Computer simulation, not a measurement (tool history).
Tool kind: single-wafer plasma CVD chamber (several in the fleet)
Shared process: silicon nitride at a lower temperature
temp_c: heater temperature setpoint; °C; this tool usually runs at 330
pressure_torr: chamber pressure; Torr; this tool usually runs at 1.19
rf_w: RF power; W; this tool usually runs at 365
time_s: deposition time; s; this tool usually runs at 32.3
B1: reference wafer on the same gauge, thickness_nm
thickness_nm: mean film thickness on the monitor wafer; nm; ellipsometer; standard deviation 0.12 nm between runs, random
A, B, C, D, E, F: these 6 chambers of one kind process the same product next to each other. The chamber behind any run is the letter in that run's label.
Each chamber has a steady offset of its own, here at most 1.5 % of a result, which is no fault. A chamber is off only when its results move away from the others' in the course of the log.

run 1E hour=6.5 | temp_c=330 pressure_torr=1.19 rf_w=365 time_s=32.3 | B1=42.624 | thickness_nm=39.754
run 2D hour=13.0 | temp_c=330 pressure_torr=1.19 rf_w=365 time_s=32.3 | B1=42.615 | thickness_nm=40.470
run 3F hour=21.6 | temp_c=330 pressure_torr=1.19 rf_w=365 time_s=32.3 | B1=42.603 | thickness_nm=39.847
run 4B hour=35.7 | temp_c=330 pressure_torr=1.19 rf_w=365 time_s=32.3 | B1=42.606 | thickness_nm=39.397
run 5C hour=50.1 | temp_c=330 pressure_torr=1.19 rf_w=365 time_s=32.3 | B1=42.593 | thickness_nm=39.777
run 6A hour=64.9 | temp_c=330 pressure_torr=1.19 rf_w=365 time_s=32.3 | B1=42.611 | thickness_nm=39.664
run 7D hour=72.4 | temp_c=330 pressure_torr=1.19 rf_w=365 time_s=32.3 | B1=42.601 | thickness_nm=40.536
run 8C hour=79.5 | temp_c=330 pressure_torr=1.19 rf_w=365 time_s=32.3 | B1=42.582 | thickness_nm=40.043
run 9E hour=88.9 | temp_c=330 pressure_torr=0.92 rf_w=410 time_s=32.3 | B1=42.632 | thickness_nm=39.440
-- hour=90.2 chamber F: RF generator calibrated
run 10B hour=103.7 | temp_c=330 pressure_torr=0.92 rf_w=410 time_s=32.3 | B1=42.575 | thickness_nm=39.019
run 11F hour=111.4 | temp_c=330 pressure_torr=0.92 rf_w=410 time_s=32.3 | B1=42.634 | thickness_nm=39.194
run 12A hour=120.5 | temp_c=330 pressure_torr=0.92 rf_w=410 time_s=32.3 | B1=42.566 | thickness_nm=39.433
run 13A hour=131.6 | temp_c=330 pressure_torr=0.92 rf_w=410 time_s=32.3 | B1=42.625 | thickness_nm=39.709
run 14F hour=143.1 | temp_c=330 pressure_torr=0.92 rf_w=410 time_s=32.3 | B1=42.607 | thickness_nm=39.425
-- hour=144.0 chamber F: thermocouple changed; heater temperature recalibrated
-- hour=150.7 chamber D: capacitance manometer re-zeroed and calibrated
-- hour=155.8 chamber A: capacitance manometer re-zeroed and calibrated
run 15B hour=156.2 | temp_c=330 pressure_torr=1.19 rf_w=365 time_s=32.3 | B1=42.590 | thickness_nm=39.469
run 16C hour=164.2 | temp_c=330 pressure_torr=1.19 rf_w=365 time_s=32.3 | B1=42.592 | thickness_nm=39.946
run 17E hour=173.5 | temp_c=330 pressure_torr=1.19 rf_w=365 time_s=32.3 | B1=42.576 | thickness_nm=39.571
run 18D hour=181.5 | temp_c=330 pressure_torr=1.19 rf_w=365 time_s=32.3 | B1=42.620 | thickness_nm=40.350
run 19D hour=192.9 | temp_c=330 pressure_torr=1.19 rf_w=365 time_s=32.3 | B1=42.635 | thickness_nm=40.455
-- hour=202.1 chamber C: capacitance manometer re-zeroed and calibrated
run 20B hour=202.6 | temp_c=330 pressure_torr=1.03 rf_w=365 time_s=37.6 | B1=42.605 | thickness_nm=43.899
run 21E hour=211.1 | temp_c=330 pressure_torr=1.03 rf_w=365 time_s=37.6 | B1=42.591 | thickness_nm=44.013
run 22A hour=224.0 | temp_c=330 pressure_torr=1.03 rf_w=365 time_s=37.6 | B1=42.637 | thickness_nm=43.083
run 23F hour=233.1 | temp_c=330 pressure_torr=1.03 rf_w=365 time_s=37.6 | B1=42.605 | thickness_nm=44.180
run 24C hour=242.8 | temp_c=330 pressure_torr=1.03 rf_w=365 time_s=37.6 | B1=42.602 | thickness_nm=44.532
-- hour=250.8 chamber C: RF generator calibrated
run 25B hour=253.1 | temp_c=330 pressure_torr=1.03 rf_w=365 time_s=37.6 | B1=42.612 | thickness_nm=44.066
-- hour=254.3 chamber B: RF generator calibrated
run 26D hour=267.7 | temp_c=330 pressure_torr=1.19 rf_w=365 time_s=36.9 | B1=42.619 | thickness_nm=46.012
run 27F hour=281.3 | temp_c=330 pressure_torr=1.19 rf_w=365 time_s=36.9 | B1=42.590 | thickness_nm=45.122
run 28C hour=294.0 | temp_c=330 pressure_torr=1.19 rf_w=365 time_s=36.9 | B1=42.604 | thickness_nm=45.756
run 29A hour=307.8 | temp_c=330 pressure_torr=1.19 rf_w=365 time_s=36.9 | B1=42.587 | thickness_nm=44.312
run 30E hour=321.9 | temp_c=330 pressure_torr=1.19 rf_w=365 time_s=36.9 | B1=42.590 | thickness_nm=45.359
run 31F hour=333.3 | temp_c=330 pressure_torr=1.19 rf_w=365 time_s=36.9 | B1=42.571 | thickness_nm=45.429
run 32E hour=340.6 | temp_c=330 pressure_torr=1.41 rf_w=365 time_s=27.3 | B1=42.597 | thickness_nm=35.115
run 33C hour=355.0 | temp_c=330 pressure_torr=1.41 rf_w=365 time_s=27.3 | B1=42.587 | thickness_nm=35.519
run 34A hour=364.1 | temp_c=330 pressure_torr=1.41 rf_w=365 time_s=27.3 | B1=42.620 | thickness_nm=34.267
-- hour=369.3 chamber E: capacitance manometer re-zeroed and calibrated
run 35D hour=374.0 | temp_c=330 pressure_torr=1.41 rf_w=365 time_s=27.3 | B1=42.591 | thickness_nm=35.834
run 36B hour=385.8 | temp_c=330 pressure_torr=1.41 rf_w=365 time_s=27.3 | B1=42.587 | thickness_nm=34.956
run 37B hour=395.2 | temp_c=330 pressure_torr=1.41 rf_w=365 time_s=27.3 | B1=42.609 | thickness_nm=34.842
run 38F hour=407.0 | temp_c=330 pressure_torr=1.19 rf_w=365 time_s=32.3 | B1=42.594 | thickness_nm=39.509
-- hour=415.3 chamber E: RF generator calibrated
run 39E hour=418.7 | temp_c=330 pressure_torr=1.19 rf_w=365 time_s=32.3 | B1=42.600 | thickness_nm=39.598
run 40C hour=428.8 | temp_c=330 pressure_torr=1.19 rf_w=365 time_s=32.3 | B1=42.617 | thickness_nm=40.029

Next, every chamber runs the same settings. What will each give?
run 41A hour=439.3 | temp_c=330 pressure_torr=1.19 rf_w=365 time_s=32.3 | thickness_nm=?
run 41B hour=439.3 | temp_c=330 pressure_torr=1.19 rf_w=365 time_s=32.3 | thickness_nm=?
run 41C hour=439.3 | temp_c=330 pressure_torr=1.19 rf_w=365 time_s=32.3 | thickness_nm=?
run 41D hour=439.3 | temp_c=330 pressure_torr=1.19 rf_w=365 time_s=32.3 | thickness_nm=?
run 41E hour=439.3 | temp_c=330 pressure_torr=1.19 rf_w=365 time_s=32.3 | thickness_nm=?
run 41F hour=439.3 | temp_c=330 pressure_torr=1.19 rf_w=365 time_s=32.3 | thickness_nm=?

run=41A thickness_nm=38.664
run=41B thickness_nm=39.508
run=41C thickness_nm=40.081
run=41D thickness_nm=40.431
run=41E thickness_nm=39.568
run=41F thickness_nm=39.772

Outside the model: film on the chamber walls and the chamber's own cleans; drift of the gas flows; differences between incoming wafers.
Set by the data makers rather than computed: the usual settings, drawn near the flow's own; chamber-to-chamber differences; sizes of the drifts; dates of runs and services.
